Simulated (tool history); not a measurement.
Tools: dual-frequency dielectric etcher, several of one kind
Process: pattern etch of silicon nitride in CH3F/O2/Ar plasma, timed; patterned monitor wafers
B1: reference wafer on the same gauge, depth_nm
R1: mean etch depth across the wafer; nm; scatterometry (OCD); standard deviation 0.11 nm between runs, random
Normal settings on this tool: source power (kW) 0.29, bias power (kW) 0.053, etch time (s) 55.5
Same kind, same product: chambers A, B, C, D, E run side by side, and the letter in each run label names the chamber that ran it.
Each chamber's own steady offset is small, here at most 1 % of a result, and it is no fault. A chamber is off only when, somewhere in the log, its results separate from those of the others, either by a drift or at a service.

{"run": "1B", "day": 0.275, "source power (kW)": 0.29, "bias power (kW)": 0.053, "etch time (s)": 55.5, "B1": 32.301, "R1": 31.172}
{"run": "2A", "day": 0.667, "source power (kW)": 0.29, "bias power (kW)": 0.053, "etch time (s)": 55.5, "B1": 32.313, "R1": 31.209}
{"run": "3C", "day": 1.188, "source power (kW)": 0.29, "bias power (kW)": 0.053, "etch time (s)": 55.5, "B1": 32.29, "R1": 31.112}
{"run": "4D", "day": 1.579, "source power (kW)": 0.29, "bias power (kW)": 0.053, "etch time (s)": 55.5, "B1": 32.311, "R1": 31.066}
{"run": "5E", "day": 1.833, "source power (kW)": 0.29, "bias power (kW)": 0.053, "etch time (s)": 55.5, "B1": 32.319, "R1": 31.244}
{"run": "6C", "day": 2.104, "source power (kW)": 0.29, "bias power (kW)": 0.053, "etch time (s)": 69, "B1": 32.299, "R1": 38.779}
{"run": "7D", "day": 2.604, "source power (kW)": 0.29, "bias power (kW)": 0.053, "etch time (s)": 69, "B1": 32.288, "R1": 38.539}
{"day": 3.104, "done": "chamber A: bias power generator calibrated"}
{"run": "8E", "day": 3.108, "source power (kW)": 0.29, "bias power (kW)": 0.053, "etch time (s)": 69, "B1": 32.285, "R1": 38.955}
{"run": "9B", "day": 3.517, "source power (kW)": 0.29, "bias power (kW)": 0.053, "etch time (s)": 69, "B1": 32.291, "R1": 38.555}
{"run": "10A", "day": 3.862, "source power (kW)": 0.29, "bias power (kW)": 0.053, "etch time (s)": 69, "B1": 32.288, "R1": 38.916}
{"run": "11B", "day": 4.142, "source power (kW)": 0.29, "bias power (kW)": 0.053, "etch time (s)": 55.5, "B1": 32.315, "R1": 31.011}
{"run": "12D", "day": 4.621, "source power (kW)": 0.29, "bias power (kW)": 0.053, "etch time (s)": 55.5, "B1": 32.283, "R1": 30.969}
{"run": "13C", "day": 5.112, "source power (kW)": 0.29, "bias power (kW)": 0.053, "etch time (s)": 55.5, "B1": 32.318, "R1": 31.099}
{"run": "14E", "day": 5.471, "source power (kW)": 0.29, "bias power (kW)": 0.053, "etch time (s)": 55.5, "B1": 32.308, "R1": 31.277}
{"run": "15A", "day": 5.771, "source power (kW)": 0.29, "bias power (kW)": 0.053, "etch time (s)": 55.5, "B1": 32.297, "R1": 31.057}
{"day": 6.1, "done": "chamber B: wet clean of the chamber"}
{"run": "16E", "day": 6.188, "source power (kW)": 0.29, "bias power (kW)": 0.053, "etch time (s)": 55.5, "B1": 32.343, "R1": 31.273}
{"run": "17A", "day": 6.667, "source power (kW)": 0.29, "bias power (kW)": 0.053, "etch time (s)": 55.5, "B1": 32.258, "R1": 31.303}
{"run": "18B", "day": 6.967, "source power (kW)": 0.29, "bias power (kW)": 0.053, "etch time (s)": 55.5, "B1": 32.278, "R1": 31.181}
{"day": 7.179, "done": "chamber E: wet clean of the chamber"}
{"run": "19C", "day": 7.412, "source power (kW)": 0.29, "bias power (kW)": 0.044, "etch time (s)": 48.5, "B1": 32.308, "R1": 25.733}
{"run": "20D", "day": 7.8, "source power (kW)": 0.29, "bias power (kW)": 0.044, "etch time (s)": 48.5, "B1": 32.309, "R1": 25.541}
{"run": "21B", "day": 8.246, "source power (kW)": 0.29, "bias power (kW)": 0.044, "etch time (s)": 48.5, "B1": 32.298, "R1": 25.697}
{"run": "22D", "day": 8.6, "source power (kW)": 0.29, "bias power (kW)": 0.044, "etch time (s)": 48.5, "B1": 32.274, "R1": 25.595}
{"day": 8.908, "done": "chamber A: wet clean of the chamber"}
{"run": "23E", "day": 8.971, "source power (kW)": 0.29, "bias power (kW)": 0.044, "etch time (s)": 48.5, "B1": 32.281, "R1": 25.636}
{"run": "24A", "day": 9.258, "source power (kW)": 0.29, "bias power (kW)": 0.053, "etch time (s)": 55.5, "B1": 32.28, "R1": 31.025}
{"run": "25C", "day": 9.533, "source power (kW)": 0.29, "bias power (kW)": 0.053, "etch time (s)": 55.5, "B1": 32.288, "R1": 31.18}
{"run": "26C", "day": 9.962, "source power (kW)": 0.29, "bias power (kW)": 0.053, "etch time (s)": 55.5, "B1": 32.291, "R1": 31.314}
{"day": 10.112, "done": "chamber D: wet clean of the chamber"}
{"run": "27B", "day": 10.388, "source power (kW)": 0.29, "bias power (kW)": 0.053, "etch time (s)": 55.5, "B1": 32.289, "R1": 31.303}
{"run": "28A", "day": 10.821, "source power (kW)": 0.29, "bias power (kW)": 0.053, "etch time (s)": 55.5, "B1": 32.318, "R1": 31.261}
{"run": "29D", "day": 11.217, "source power (kW)": 0.29, "bias power (kW)": 0.053, "etch time (s)": 55.5, "B1": 32.308, "R1": 30.882}
{"run": "30E", "day": 11.588, "source power (kW)": 0.29, "bias power (kW)": 0.053, "etch time (s)": 55.5, "B1": 32.287, "R1": 31.205}
{"run": "31A", "day": 12.1, "source power (kW)": 0.29, "bias power (kW)": 0.053, "etch time (s)": 55.5, "B1": 32.29, "R1": 31.34}
{"run": "32C", "day": 12.554, "source power (kW)": 0.29, "bias power (kW)": 0.053, "etch time (s)": 55.5, "B1": 32.316, "R1": 31.031}
{"run": "33E", "day": 12.808, "source power (kW)": 0.29, "bias power (kW)": 0.053, "etch time (s)": 55.5, "B1": 32.319, "R1": 31.35}
{"run": "34B", "day": 13.05, "source power (kW)": 0.29, "bias power (kW)": 0.053, "etch time (s)": 55.5, "B1": 32.285, "R1": 31.114}
{"run": "35D", "day": 13.408, "source power (kW)": 0.29, "bias power (kW)": 0.053, "etch time (s)": 55.5, "B1": 32.311, "R1": 30.973}
{"run": "36B", "day": 13.829, "source power (kW)": 0.29, "bias power (kW)": 0.053, "etch time (s)": 55.5, "B1": 32.292, "R1": 31.015}
{"run": "37A", "day": 14.196, "source power (kW)": 0.29, "bias power (kW)": 0.053, "etch time (s)": 55.5, "B1": 32.322, "R1": 31.129}
{"run": "38E", "day": 14.554, "source power (kW)": 0.29, "bias power (kW)": 0.053, "etch time (s)": 55.5, "B1": 32.281, "R1": 31.058}
{"day": 14.967, "done": "chamber C: wet clean of the chamber"}
{"run": "39D", "day": 15.025, "source power (kW)": 0.29, "bias power (kW)": 0.053, "etch time (s)": 55.5, "B1": 32.296, "R1": 30.998}
{"run": "40C", "day": 15.267, "source power (kW)": 0.29, "bias power (kW)": 0.058, "etch time (s)": 55.5, "B1": 32.312, "R1": 32.194}
{"run": "41D", "day": 15.604, "source power (kW)": 0.29, "bias power (kW)": 0.058, "etch time (s)": 55.5, "B1": 32.294, "R1": 31.722}

Next, every chamber runs the same settings. What will each give?
{"run": "42A", "day": 15.979, "source power (kW)": 0.29, "bias power (kW)": 0.053, "etch time (s)": 55.5, "R1": "?"}
{"run": "42B", "day": 15.979, "source power (kW)": 0.29, "bias power (kW)": 0.053, "etch time (s)": 55.5, "R1": "?"}
{"run": "42C", "day": 15.979, "source power (kW)": 0.29, "bias power (kW)": 0.053, "etch time (s)": 55.5, "R1": "?"}
{"run": "42D", "day": 15.979, "source power (kW)": 0.29, "bias power (kW)": 0.053, "etch time (s)": 55.5, "R1": "?"}
{"run": "42E", "day": 15.979, "source power (kW)": 0.29, "bias power (kW)": 0.053, "etch time (s)": 55.5, "R1": "?"}

run=42A R1=31.309
run=42B R1=31.077
run=42C R1=31.187
run=42D R1=31.069
run=42E R1=31.053
